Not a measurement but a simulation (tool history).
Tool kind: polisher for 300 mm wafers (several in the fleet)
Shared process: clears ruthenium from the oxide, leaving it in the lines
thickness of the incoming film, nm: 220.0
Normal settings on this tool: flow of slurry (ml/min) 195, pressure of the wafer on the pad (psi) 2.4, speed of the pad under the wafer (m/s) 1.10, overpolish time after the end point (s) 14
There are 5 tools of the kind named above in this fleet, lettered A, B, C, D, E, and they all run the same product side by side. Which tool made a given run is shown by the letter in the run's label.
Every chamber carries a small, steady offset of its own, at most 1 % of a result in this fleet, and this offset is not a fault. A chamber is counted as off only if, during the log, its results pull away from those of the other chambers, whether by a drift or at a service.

run	hour	flow of slurry (ml/min)	pressure of the wafer on the pad (psi)	speed of the pad under the wafer (m/s)	overpolish time after the end point (s)	wafers polished on this pad	hours since the slurry nozzle was cleaned	hours since the head pressure was calibrated	time until the end point was called (s)
1B	4.7	195	2.4	1.10	14	504	143.2	387.2	145.38
2D	8.9	195	2.4	1.10	14	147	248.3	444.4	143.87
3A	11.3	195	2.4	1.10	14	564	15.9	545.4	137.82
4E	14.1	195	2.4	1.10	14	284	210.8	378.0	142.96
# hour 16.4: chamber A: worn pad replaced by a new one
5C	18.9	195	2.7	0.92	14	368	161.5	96.5	150.53
6D	22.1	195	2.7	0.92	14	230	261.5	457.6	151.31
7C	26.4	195	2.7	0.92	14	415	169.0	104.0	150.06
8A	31.1	195	2.7	0.92	14	92	35.7	565.2	151.36
# hour 32.3: chamber B: worn pad replaced by a new one
9B	33.9	195	2.7	0.92	14	10	172.4	416.4	149.96
# hour 36.0: chamber B: head pressure recalibrated
10E	37.3	195	2.4	1.10	14	429	234.0	401.2	144.15
11B	41.0	195	2.4	1.10	14	54	179.5	5.0	143.21
12A	43.9	195	2.4	1.10	14	172	48.5	578.0	142.13
13C	46.8	195	2.4	1.10	14	543	189.4	124.4	142.34
14E	49.6	195	2.4	1.10	14	506	246.3	413.5	148.54
15D	54.4	195	2.4	1.10	14	432	293.8	489.9	145.32
16C	57.6	195	2.4	1.10	14	610	200.2	135.2	144.65
17D	59.7	195	2.4	1.10	14	465	299.1	495.2	141.59
18A	64.2	195	2.4	1.10	14	299	68.8	598.3	142.53
19B	68.5	195	2.4	1.10	14	226	207.0	32.5	143.95
20E	71.6	195	2.4	1.10	14	644	268.3	435.5	148.62
21A	75.2	195	2.4	1.10	14	368	79.8	609.3	140.87
22E	77.5	195	2.4	1.10	14	681	274.2	441.4	150.76
# hour 80.5: chamber D: worn pad replaced by a new one
23D	81.0	195	2.4	1.10	14	3	320.4	516.5	140.68
24B	83.6	195	2.4	1.10	14	321	222.1	47.6	145.86
25C	88.2	195	2.4	1.10	14	802	230.8	165.8	140.18
26C	90.6	195	2.4	1.10	14	817	233.2	168.2	138.57
27A	93.3	195	2.4	1.10	14	481	97.9	627.4	144.28
28D	95.7	195	2.4	1.10	14	95	335.1	531.2	139.86
29B	98.1	195	2.4	1.10	14	412	236.6	62.1	140.84
30E	102.1	195	2.4	1.10	14	834	298.8	466.0	156.50
31D	104.5	195	2.4	1.10	14	150	343.9	540.0	144.33
32C	108.3	195	2.4	1.10	14	927	250.9	185.9	140.84
33A	112.3	195	2.4	1.46	14	600	116.9	646.4	103.95
34E	115.0	195	2.4	1.46	14	915	311.7	478.9	120.06

Decide between three cases: one chamber stands off from its peers, the gauge reading all wafers drifts, or nothing is wrong past each chamber's small offset. Where a chamber is off, say which and what most likely put it there.

It is chamber E that slowly wanders off from its peers.
Cause: removal rate lost through wear of the pad, % = 10.7.
The log may not tell that from: head's pressure below its setpoint, %.

Which of the 4 candidates below, each the usual settings with something changed and its results left as question marks, puts chamber E back in line with what the other chambers give on the usual settings?
In line means no further than this from the other chambers' mean on the usual settings: time until the end point was called (s) 7.70
35E-1	118.6	195	2.3	1.04	14				?
35E-2	118.6	200	2.7	1.22	14				?
35E-3	118.6	190	2.2	0.98	14				?
35E-4	118.6	200	2.7	1.10	14				?

Average result of the remaining chambers running the usual settings: time until the end point was called (s) 142.40
run	time until the end point was called (s)
35E-1	175.30
35E-2	127.16
35E-3	194.99
35E-4	140.82
It is 35E-4 that realigns the chamber with its peers.
